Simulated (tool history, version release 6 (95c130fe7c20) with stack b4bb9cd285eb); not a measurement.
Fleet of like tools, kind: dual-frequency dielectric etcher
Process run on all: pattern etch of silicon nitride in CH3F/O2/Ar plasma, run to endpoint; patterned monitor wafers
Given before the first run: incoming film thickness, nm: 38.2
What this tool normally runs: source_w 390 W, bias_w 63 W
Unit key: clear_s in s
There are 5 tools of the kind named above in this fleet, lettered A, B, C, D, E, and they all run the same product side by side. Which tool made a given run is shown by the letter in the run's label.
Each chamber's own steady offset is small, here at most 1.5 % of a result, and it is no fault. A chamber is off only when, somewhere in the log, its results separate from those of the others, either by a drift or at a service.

run	day	source_w	bias_w	hours since the last wet clean	hours since the last source power generator calibration	hours since the last bias power generator calibration	clear_s
1C	0.104	390	63	361.5	950	3454.4	57.88
2B	0.25	390	63	325.6	218	1514.2	58.644
3A	0.417	390	63	94.3	722.7	1752.9	57.917
4E	0.554	390	63	258.1	2424.3	4926.3	58.263
5D	0.712	420	77	29.3	705.8	686.7	53.235
6E	0.862	420	77	265.5	2431.7	4933.7	53.008
7A	0.946	420	77	107	735.4	1765.6	52.692
8C	1.029	420	77	383.7	972.2	3476.6	52.331
9D	1.204	420	77	41.1	717.6	698.5	53.478
10B	1.279	310	56	350.3	242.7	1538.9	66.838
11B	1.404	310	56	353.3	245.7	1541.9	66.769
12A	1.517	310	56	120.7	749.1	1779.3	65.816
13D	1.638	310	56	51.5	728	708.9	67.011
14C	1.804	310	56	402.3	990.8	3495.2	65.311
15E	1.883	390	63	290	2456.2	4958.2	57.841
16E	2	340	53	292.8	2459	4961	64.79
17A	2.142	340	53	135.7	764.1	1794.3	64.097
18D	2.238	340	53	65.9	742.4	723.3	65.693
19C	2.404	340	53	416.7	1005.2	3509.6	64.161
20B	2.575	340	53	381.4	273.8	1570	65.42
21B	2.662	390	63	383.5	275.9	1572.1	58.295
22E	2.829	390	50	312.7	2478.9	4980.9	62.404
23D	2.933	390	50	82.6	759.1	740	63.234
# day 3.067: chamber C: wet clean of the chamber
24C	3.079	390	50	0.3	1021.4	3525.8	62.443
25A	3.167	390	50	160.3	788.7	1818.9	61.173
# day 3.275: chamber B: wet clean of the chamber
26B	3.296	390	50	0.6	291.1	1587.3	63.189
27D	3.458	390	63	95.2	771.7	752.6	58.97
28C	3.621	390	63	13.3	1034.4	3538.8	58.125
29E	3.708	390	63	333.8	2500	5002	57.942
30A	3.854	390	63	176.8	805.2	1835.4	56.225
31B	3.95	390	63	16.3	306.8	1603	58.398
32E	4.108	390	63	343.4	2509.6	5011.6	58.065
33A	4.221	390	63	185.6	814	1844.2	56.12
34D	4.383	390	63	117.4	793.9	774.8	59.369
# day 4.483: chamber E: bias power generator calibrated
35C	4.529	390	63	35.1	1056.2	3560.6	57.795
36E	4.617	390	63	355.6	2521.8	3.3	58.243
37A	4.767	300	70	198.7	827.1	1857.3	59.862
38D	4.85	300	70	128.6	805.1	786	62.743

All chambers now run identical settings, listed one chamber a line with results as question marks. What results will each chamber show?
39A	4.979	390	63				?
39B	4.979	390	63				?
39C	4.979	390	63				?
39D	4.979	390	63				?
39E	4.979	390	63				?

run	clear_s
39A	56.209
39B	58.352
39C	57.681
39D	59.063
39E	58.411

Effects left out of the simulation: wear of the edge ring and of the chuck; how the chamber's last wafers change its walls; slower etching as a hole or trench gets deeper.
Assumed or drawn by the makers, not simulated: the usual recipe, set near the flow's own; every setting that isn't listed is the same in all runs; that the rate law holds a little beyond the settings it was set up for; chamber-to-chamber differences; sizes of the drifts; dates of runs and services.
